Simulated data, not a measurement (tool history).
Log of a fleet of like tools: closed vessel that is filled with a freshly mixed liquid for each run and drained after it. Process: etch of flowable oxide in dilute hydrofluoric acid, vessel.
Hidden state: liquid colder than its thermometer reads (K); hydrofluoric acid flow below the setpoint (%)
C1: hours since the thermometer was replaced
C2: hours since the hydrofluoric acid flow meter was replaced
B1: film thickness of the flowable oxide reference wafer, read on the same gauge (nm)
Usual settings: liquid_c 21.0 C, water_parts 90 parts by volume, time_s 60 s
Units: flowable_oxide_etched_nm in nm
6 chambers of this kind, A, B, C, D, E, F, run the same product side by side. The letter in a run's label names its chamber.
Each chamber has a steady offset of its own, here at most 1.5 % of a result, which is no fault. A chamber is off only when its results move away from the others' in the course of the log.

{"run": "1A", "day": 0.154, "liquid_c": 21.0, "water_parts": 90, "time_s": 60, "C1": 388.9, "C2": 596.0, "B1": 150.02, "flowable_oxide_etched_nm": 18.802}
{"run": "2E", "day": 0.338, "liquid_c": 21.0, "water_parts": 90, "time_s": 60, "C1": 429.4, "C2": 410.2, "B1": 150.0, "flowable_oxide_etched_nm": 19.07}
{"run": "3B", "day": 0.45, "liquid_c": 21.0, "water_parts": 90, "time_s": 60, "C1": 736.0, "C2": 1856.6, "B1": 150.01, "flowable_oxide_etched_nm": 19.226}
{"run": "4D", "day": 0.571, "liquid_c": 21.0, "water_parts": 90, "time_s": 60, "C1": 1019.2, "C2": 123.2, "B1": 150.03, "flowable_oxide_etched_nm": 19.14}
{"run": "5F", "day": 0.667, "liquid_c": 21.0, "water_parts": 90, "time_s": 60, "C1": 2558.5, "C2": 968.6, "B1": 150.0, "flowable_oxide_etched_nm": 19.289}
{"run": "6C", "day": 0.788, "liquid_c": 21.0, "water_parts": 90, "time_s": 60, "C1": 696.1, "C2": 134.1, "B1": 150.0, "flowable_oxide_etched_nm": 19.023}
{"run": "7D", "day": 0.883, "liquid_c": 21.0, "water_parts": 90, "time_s": 60, "C1": 1026.7, "C2": 130.7, "B1": 149.97, "flowable_oxide_etched_nm": 19.288}
{"run": "8E", "day": 1.025, "liquid_c": 21.0, "water_parts": 90, "time_s": 60, "C1": 445.9, "C2": 426.7, "B1": 150.01, "flowable_oxide_etched_nm": 19.304}
{"run": "9C", "day": 1.146, "liquid_c": 21.0, "water_parts": 90, "time_s": 60, "C1": 704.7, "C2": 142.7, "B1": 149.99, "flowable_oxide_etched_nm": 18.817}
{"run": "10A", "day": 1.271, "liquid_c": 21.0, "water_parts": 90, "time_s": 60, "C1": 415.7, "C2": 622.8, "B1": 150.01, "flowable_oxide_etched_nm": 19.384}
{"run": "11F", "day": 1.4, "liquid_c": 24.5, "water_parts": 90, "time_s": 70, "C1": 2576.1, "C2": 986.2, "B1": 149.99, "flowable_oxide_etched_nm": 25.506}
{"run": "12B", "day": 1.575, "liquid_c": 24.5, "water_parts": 90, "time_s": 70, "C1": 763.0, "C2": 1883.6, "B1": 150.0, "flowable_oxide_etched_nm": 25.568}
{"run": "13E", "day": 1.692, "liquid_c": 24.5, "water_parts": 90, "time_s": 70, "C1": 461.9, "C2": 442.7, "B1": 149.99, "flowable_oxide_etched_nm": 25.731}
{"run": "14B", "day": 1.85, "liquid_c": 24.5, "water_parts": 90, "time_s": 70, "C1": 769.6, "C2": 1890.2, "B1": 150.0, "flowable_oxide_etched_nm": 25.511}
{"run": "15D", "day": 2.029, "liquid_c": 24.5, "water_parts": 90, "time_s": 70, "C1": 1054.2, "C2": 158.2, "B1": 150.03, "flowable_oxide_etched_nm": 25.956}
{"run": "16F", "day": 2.208, "liquid_c": 24.5, "water_parts": 90, "time_s": 70, "C1": 2595.5, "C2": 1005.6, "B1": 149.99, "flowable_oxide_etched_nm": 25.608}
{"run": "17C", "day": 2.3, "liquid_c": 21.0, "water_parts": 90, "time_s": 60, "C1": 732.4, "C2": 170.4, "B1": 149.99, "flowable_oxide_etched_nm": 19.086}
{"run": "18A", "day": 2.467, "liquid_c": 21.0, "water_parts": 90, "time_s": 60, "C1": 444.4, "C2": 651.5, "B1": 149.99, "flowable_oxide_etched_nm": 18.996}
{"run": "19E", "day": 2.646, "liquid_c": 21.0, "water_parts": 90, "time_s": 60, "C1": 484.8, "C2": 465.6, "B1": 149.99, "flowable_oxide_etched_nm": 19.132}
{"run": "20D", "day": 2.783, "liquid_c": 21.0, "water_parts": 90, "time_s": 60, "C1": 1072.3, "C2": 176.3, "B1": 149.98, "flowable_oxide_etched_nm": 19.55}
{"run": "21F", "day": 2.871, "liquid_c": 21.0, "water_parts": 90, "time_s": 60, "C1": 2611.4, "C2": 1021.5, "B1": 149.99, "flowable_oxide_etched_nm": 19.066}
{"run": "22B", "day": 2.983, "liquid_c": 21.0, "water_parts": 90, "time_s": 60, "C1": 796.8, "C2": 1917.4, "B1": 150.02, "flowable_oxide_etched_nm": 18.833}
{"run": "23C", "day": 3.121, "liquid_c": 17.5, "water_parts": 55, "time_s": 60, "C1": 752.1, "C2": 190.1, "B1": 150.01, "flowable_oxide_etched_nm": 28.359}
{"run": "24A", "day": 3.292, "liquid_c": 17.5, "water_parts": 55, "time_s": 60, "C1": 464.2, "C2": 671.3, "B1": 150.03, "flowable_oxide_etched_nm": 28.111}
{"run": "25D", "day": 3.375, "liquid_c": 17.5, "water_parts": 55, "time_s": 60, "C1": 1086.5, "C2": 190.5, "B1": 150.02, "flowable_oxide_etched_nm": 28.733}
{"run": "26B", "day": 3.542, "liquid_c": 17.5, "water_parts": 55, "time_s": 60, "C1": 810.2, "C2": 1930.8, "B1": 149.99, "flowable_oxide_etched_nm": 28.2}
{"run": "27E", "day": 3.704, "liquid_c": 17.5, "water_parts": 55, "time_s": 60, "C1": 510.2, "C2": 491.0, "B1": 150.0, "flowable_oxide_etched_nm": 27.407}
{"run": "28C", "day": 3.788, "liquid_c": 17.5, "water_parts": 55, "time_s": 60, "C1": 768.1, "C2": 206.1, "B1": 150.02, "flowable_oxide_etched_nm": 28.404}
{"run": "29A", "day": 3.892, "liquid_c": 21.0, "water_parts": 90, "time_s": 60, "C1": 478.6, "C2": 685.7, "B1": 149.99, "flowable_oxide_etched_nm": 19.304}
{"run": "30F", "day": 4.042, "liquid_c": 21.0, "water_parts": 90, "time_s": 60, "C1": 2639.5, "C2": 1049.6, "B1": 150.01, "flowable_oxide_etched_nm": 19.054}
{"run": "31D", "day": 4.212, "liquid_c": 21.0, "water_parts": 90, "time_s": 60, "C1": 1106.6, "C2": 210.6, "B1": 149.96, "flowable_oxide_etched_nm": 19.431}
{"run": "32B", "day": 4.379, "liquid_c": 21.0, "water_parts": 90, "time_s": 60, "C1": 830.3, "C2": 1950.9, "B1": 149.97, "flowable_oxide_etched_nm": 18.916}
{"run": "33A", "day": 4.462, "liquid_c": 21.0, "water_parts": 90, "time_s": 60, "C1": 492.3, "C2": 699.4, "B1": 150.01, "flowable_oxide_etched_nm": 18.902}
{"run": "34C", "day": 4.625, "liquid_c": 21.0, "water_parts": 90, "time_s": 60, "C1": 788.2, "C2": 226.2, "B1": 150.0, "flowable_oxide_etched_nm": 19.088}
{"run": "35F", "day": 4.783, "liquid_c": 21.0, "water_parts": 90, "time_s": 60, "C1": 2657.3, "C2": 1067.4, "B1": 150.01, "flowable_oxide_etched_nm": 19.143}
{"run": "36E", "day": 4.938, "liquid_c": 21.0, "water_parts": 90, "time_s": 60, "C1": 539.8, "C2": 520.6, "B1": 150.03, "flowable_oxide_etched_nm": 18.364}
{"day": 5.0, "done": "chamber C: thermometer replaced"}
{"run": "37C", "day": 5.046, "liquid_c": 21.0, "water_parts": 65, "time_s": 85, "C1": 1.1, "C2": 236.3, "B1": 150.01, "flowable_oxide_etched_nm": 38.834}
{"run": "38A", "day": 5.175, "liquid_c": 21.0, "water_parts": 65, "time_s": 85, "C1": 509.4, "C2": 716.5, "B1": 149.98, "flowable_oxide_etched_nm": 38.725}
{"run": "39D", "day": 5.321, "liquid_c": 21.0, "water_parts": 65, "time_s": 85, "C1": 1133.2, "C2": 237.2, "B1": 150.0, "flowable_oxide_etched_nm": 38.856}
{"run": "40B", "day": 5.5, "liquid_c": 21.0, "water_parts": 65, "time_s": 85, "C1": 857.2, "C2": 1977.8, "B1": 149.99, "flowable_oxide_etched_nm": 38.045}
{"run": "41F", "day": 5.583, "liquid_c": 21.0, "water_parts": 65, "time_s": 85, "C1": 2676.5, "C2": 1086.6, "B1": 150.01, "flowable_oxide_etched_nm": 38.461}
{"run": "42E", "day": 5.675, "liquid_c": 21.0, "water_parts": 65, "time_s": 85, "C1": 557.5, "C2": 538.3, "B1": 150.02, "flowable_oxide_etched_nm": 36.252}
{"run": "43D", "day": 5.833, "liquid_c": 21.0, "water_parts": 90, "time_s": 60, "C1": 1145.5, "C2": 249.5, "B1": 150.01, "flowable_oxide_etched_nm": 19.365}
{"run": "44A", "day": 6.012, "liquid_c": 21.0, "water_parts": 90, "time_s": 60, "C1": 529.5, "C2": 736.6, "B1": 149.99, "flowable_oxide_etched_nm": 18.92}

All 6 chambers run these settings next. Forecast each chamber's results:
{"run": "45A", "day": 6.146, "liquid_c": 21.0, "water_parts": 130, "time_s": 60, "flowable_oxide_etched_nm": "?"}
{"run": "45B", "day": 6.146, "liquid_c": 21.0, "water_parts": 130, "time_s": 60, "flowable_oxide_etched_nm": "?"}
{"run": "45C", "day": 6.146, "liquid_c": 21.0, "water_parts": 130, "time_s": 60, "flowable_oxide_etched_nm": "?"}
{"run": "45D", "day": 6.146, "liquid_c": 21.0, "water_parts": 130, "time_s": 60, "flowable_oxide_etched_nm": "?"}
{"run": "45E", "day": 6.146, "liquid_c": 21.0, "water_parts": 130, "time_s": 60, "flowable_oxide_etched_nm": "?"}
{"run": "45F", "day": 6.146, "liquid_c": 21.0, "water_parts": 130, "time_s": 60, "flowable_oxide_etched_nm": "?"}

run=45A flowable_oxide_etched_nm=12.806
run=45B flowable_oxide_etched_nm=12.694
run=45C flowable_oxide_etched_nm=12.615
run=45D flowable_oxide_etched_nm=12.622
run=45E flowable_oxide_etched_nm=12.029
run=45F flowable_oxide_etched_nm=12.738

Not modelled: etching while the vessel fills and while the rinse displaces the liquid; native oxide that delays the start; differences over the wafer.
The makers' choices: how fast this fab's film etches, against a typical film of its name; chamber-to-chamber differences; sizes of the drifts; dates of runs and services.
